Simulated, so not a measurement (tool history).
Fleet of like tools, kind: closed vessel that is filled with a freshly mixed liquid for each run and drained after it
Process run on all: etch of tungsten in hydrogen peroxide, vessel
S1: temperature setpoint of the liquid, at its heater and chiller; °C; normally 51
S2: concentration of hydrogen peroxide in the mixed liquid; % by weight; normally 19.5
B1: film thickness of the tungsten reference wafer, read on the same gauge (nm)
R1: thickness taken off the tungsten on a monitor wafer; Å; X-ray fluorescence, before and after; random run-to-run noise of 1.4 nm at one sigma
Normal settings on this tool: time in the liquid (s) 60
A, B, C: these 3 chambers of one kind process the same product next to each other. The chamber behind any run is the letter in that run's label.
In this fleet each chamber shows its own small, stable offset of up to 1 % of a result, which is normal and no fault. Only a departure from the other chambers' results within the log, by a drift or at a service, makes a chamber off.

{"run": "1C", "hour": 5.1, "S1": 51, "S2": 19.5, "time in the liquid (s)": 60, "B1": 59.998, "R1": 1461.8}
{"run": "2B", "hour": 9.7, "S1": 51, "S2": 19.5, "time in the liquid (s)": 60, "B1": 59.995, "R1": 1440.4}
{"run": "3A", "hour": 14.0, "S1": 51, "S2": 19.5, "time in the liquid (s)": 60, "B1": 60.009, "R1": 1472.2}
{"run": "4C", "hour": 20.4, "S1": 51, "S2": 19.5, "time in the liquid (s)": 60, "B1": 59.954, "R1": 1469.9}
{"run": "5A", "hour": 26.6, "S1": 51, "S2": 19.5, "time in the liquid (s)": 60, "B1": 59.989, "R1": 1486.5}
{"run": "6B", "hour": 30.7, "S1": 51, "S2": 19.5, "time in the liquid (s)": 60, "B1": 59.975, "R1": 1442.7}
{"run": "7A", "hour": 37.4, "S1": 51, "S2": 19.5, "time in the liquid (s)": 60, "B1": 59.977, "R1": 1493.7}
{"hour": 39.0, "done": "chamber C: new drum of peroxide connected"}
{"run": "8C", "hour": 44.3, "S1": 51, "S2": 19.5, "time in the liquid (s)": 60, "B1": 60.037, "R1": 1464.3}
{"run": "9B", "hour": 50.4, "S1": 51, "S2": 19.5, "time in the liquid (s)": 60, "B1": 60.016, "R1": 1444.3}
{"run": "10B", "hour": 54.5, "S1": 51, "S2": 19.5, "time in the liquid (s)": 60, "B1": 59.992, "R1": 1429.8}
{"run": "11C", "hour": 60.9, "S1": 51, "S2": 19.5, "time in the liquid (s)": 60, "B1": 59.954, "R1": 1453.2}
{"run": "12A", "hour": 65.0, "S1": 51, "S2": 19.5, "time in the liquid (s)": 60, "B1": 59.95, "R1": 1483.2}
{"run": "13B", "hour": 71.5, "S1": 51, "S2": 19.5, "time in the liquid (s)": 60, "B1": 59.983, "R1": 1447.8}
{"run": "14A", "hour": 78.9, "S1": 51, "S2": 19.5, "time in the liquid (s)": 60, "B1": 59.983, "R1": 1493.9}
{"hour": 85.8, "done": "chamber B: new drum of peroxide connected"}
{"run": "15C", "hour": 86.0, "S1": 51, "S2": 19.5, "time in the liquid (s)": 60, "B1": 60.021, "R1": 1468.6}
{"run": "16A", "hour": 91.5, "S1": 51, "S2": 19.5, "time in the liquid (s)": 30, "B1": 60.016, "R1": 764.1}
{"run": "17B", "hour": 95.1, "S1": 51, "S2": 19.5, "time in the liquid (s)": 30, "B1": 60.02, "R1": 728.43}
{"run": "18C", "hour": 100.8, "S1": 51, "S2": 19.5, "time in the liquid (s)": 30, "B1": 59.989, "R1": 740.26}
{"run": "19B", "hour": 105.6, "S1": 51, "S2": 25.0, "time in the liquid (s)": 35, "B1": 60.015, "R1": 960.63}
{"run": "20A", "hour": 111.7, "S1": 51, "S2": 25.0, "time in the liquid (s)": 35, "B1": 59.982, "R1": 1002.7}
{"run": "21C", "hour": 119.2, "S1": 51, "S2": 25.0, "time in the liquid (s)": 35, "B1": 60.004, "R1": 982.55}
{"run": "22B", "hour": 126.0, "S1": 51, "S2": 19.5, "time in the liquid (s)": 60, "B1": 59.993, "R1": 1484.1}
{"run": "23C", "hour": 133.8, "S1": 51, "S2": 19.5, "time in the liquid (s)": 60, "B1": 60.011, "R1": 1464.3}
{"run": "24A", "hour": 139.9, "S1": 51, "S2": 19.5, "time in the liquid (s)": 60, "B1": 59.956, "R1": 1525.5}
{"run": "25A", "hour": 143.9, "S1": 51, "S2": 19.5, "time in the liquid (s)": 60, "B1": 60.043, "R1": 1530.6}
{"run": "26B", "hour": 147.4, "S1": 51, "S2": 19.5, "time in the liquid (s)": 60, "B1": 60.011, "R1": 1480.1}
{"hour": 154.1, "done": "chamber A: thermometer replaced"}
{"run": "27C", "hour": 154.4, "S1": 51, "S2": 19.5, "time in the liquid (s)": 60, "B1": 59.98, "R1": 1444.0}
{"run": "28A", "hour": 161.5, "S1": 51, "S2": 19.5, "time in the liquid (s)": 70, "B1": 60.013, "R1": 1782.4}
{"run": "29C", "hour": 167.7, "S1": 51, "S2": 19.5, "time in the liquid (s)": 70, "B1": 60.0, "R1": 1718.6}
{"run": "30B", "hour": 174.3, "S1": 51, "S2": 19.5, "time in the liquid (s)": 70, "B1": 59.975, "R1": 1713.0}
{"run": "31A", "hour": 179.8, "S1": 51, "S2": 19.5, "time in the liquid (s)": 60, "B1": 60.061, "R1": 1540.2}
{"run": "32B", "hour": 185.6, "S1": 51, "S2": 19.5, "time in the liquid (s)": 60, "B1": 60.022, "R1": 1475.3}
{"hour": 189.1, "done": "chamber C: peroxide flow meter replaced"}
{"run": "33C", "hour": 189.4, "S1": 51, "S2": 19.5, "time in the liquid (s)": 60, "B1": 59.995, "R1": 1478.3}
{"run": "34A", "hour": 194.5, "S1": 51, "S2": 19.5, "time in the liquid (s)": 60, "B1": 60.019, "R1": 1529.0}
{"run": "35C", "hour": 198.2, "S1": 51, "S2": 19.5, "time in the liquid (s)": 60, "B1": 60.037, "R1": 1442.8}
{"run": "36B", "hour": 202.9, "S1": 51, "S2": 23.0, "time in the liquid (s)": 30, "B1": 59.989, "R1": 784.55}
{"run": "37C", "hour": 206.8, "S1": 51, "S2": 23.0, "time in the liquid (s)": 30, "B1": 60.021, "R1": 787.12}
{"run": "38B", "hour": 212.5, "S1": 51, "S2": 23.0, "time in the liquid (s)": 30, "B1": 60.01, "R1": 785.87}
{"run": "39A", "hour": 216.2, "S1": 51, "S2": 19.5, "time in the liquid (s)": 60, "B1": 60.023, "R1": 1514.7}
{"run": "40B", "hour": 222.0, "S1": 51, "S2": 19.5, "time in the liquid (s)": 60, "B1": 60.002, "R1": 1480.1}

Predict what each chamber gives when all 3 of them run the settings below next.
{"run": "41A", "hour": 227.6, "S1": 51, "S2": 19.5, "time in the liquid (s)": 60, "R1": "?"}
{"run": "41B", "hour": 227.6, "S1": 51, "S2": 19.5, "time in the liquid (s)": 60, "R1": "?"}
{"run": "41C", "hour": 227.6, "S1": 51, "S2": 19.5, "time in the liquid (s)": 60, "R1": "?"}

run=41A R1=1555.90
run=41B R1=1437.90
run=41C R1=1460.70

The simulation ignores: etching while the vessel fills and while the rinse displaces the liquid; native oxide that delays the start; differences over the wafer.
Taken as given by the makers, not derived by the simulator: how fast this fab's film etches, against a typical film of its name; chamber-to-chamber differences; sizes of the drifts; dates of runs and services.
